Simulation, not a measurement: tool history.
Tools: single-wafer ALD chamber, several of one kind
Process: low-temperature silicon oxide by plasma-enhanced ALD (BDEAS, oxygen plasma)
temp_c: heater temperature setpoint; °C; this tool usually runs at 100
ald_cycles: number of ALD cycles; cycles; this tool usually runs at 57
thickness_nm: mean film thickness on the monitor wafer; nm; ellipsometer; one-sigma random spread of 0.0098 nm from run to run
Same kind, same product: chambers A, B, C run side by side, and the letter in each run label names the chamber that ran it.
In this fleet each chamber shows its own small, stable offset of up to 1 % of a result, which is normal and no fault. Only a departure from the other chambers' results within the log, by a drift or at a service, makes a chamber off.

run   hour  temp_c  ald_cycles  hours since the last thermocouple change  read-back reference wafer on the same gauge, thickness_nm  thickness_nm
 1A   14.1     100          57                                     637.0                                                     7.0223        8.0646
 2C   21.4     100          57                                     997.4                                                     7.0222        8.2247
 3B   29.6     100          57                                    2539.5                                                     7.0225        8.1703
 4C   37.0     100          57                                    1013.0                                                     7.0235        8.2041
 5A   46.3     100          57                                     669.2                                                     7.0266        8.0778
 6B   54.6     100          57                                    2564.5                                                     7.0248        8.1580
 7C   61.3     100          57                                    1037.3                                                     7.0277        8.2281
 8B   70.4     100          57                                    2580.3                                                     7.0272        8.1837
 9A   80.4      92          65                                     703.3                                                     7.0280        9.4708
10A   90.3      92          65                                     713.2                                                     7.0284        9.4566
11C   98.1      92          65                                    1074.1                                                     7.0286        9.6368
12B  106.6     107          62                                    2616.5                                                     7.0287        8.7970
13B  120.5     107          62                                    2630.4                                                     7.0299        8.7791
14C  126.6     107          62                                    1102.6                                                     7.0334        8.8229
15A  136.2     100          50                                     759.1                                                     7.0327        7.0866
16C  144.7     100          50                                    1120.7                                                     7.0361        7.2290
17A  154.1     100          50                                     777.0                                                     7.0344        7.0847
18B  167.3     100          57                                    2677.2                                                     7.0377        8.1834
19C  180.4     100          57                                    1156.4                                                     7.0396        8.2497
20A  193.2     100          62                                     816.1                                                     7.0412        8.7888
21B  202.2     100          62                                    2712.1                                                     7.0446        8.9046
22B  209.7     100          62                                    2719.6                                                     7.0410        8.9102
23C  221.9     100          57                                    1197.9                                                     7.0427        8.2350
24A  230.8     100          57                                     853.7                                                     7.0437        8.1005
25A  242.3     100          57                                     865.2                                                     7.0459        8.1040
26C  251.2     100          57                                    1227.2                                                     7.0469        8.2367
27B  263.5     100          57                                    2773.4                                                     7.0498        8.2100
28B  274.2     100          57                                    2784.1                                                     7.0510        8.2048
29C  281.4     105          53                                    1257.4                                                     7.0501        7.5967
30A  291.2     105          53                                     914.1                                                     7.0519        7.4665
31B  300.2     105          53                                    2810.1                                                     7.0534        7.5552
32A  314.5      86          68                                     937.4                                                     7.0545       10.1540

Is one chamber out of step, is the gauge drifting, or do the chambers differ by no more than their own small offsets? For an off chamber, give its letter and the likeliest cause.

The shared gauge is drifting. All chambers look as if they move in step, but none is off.
Likeliest cause: gauge reads high (%) = 0.499.

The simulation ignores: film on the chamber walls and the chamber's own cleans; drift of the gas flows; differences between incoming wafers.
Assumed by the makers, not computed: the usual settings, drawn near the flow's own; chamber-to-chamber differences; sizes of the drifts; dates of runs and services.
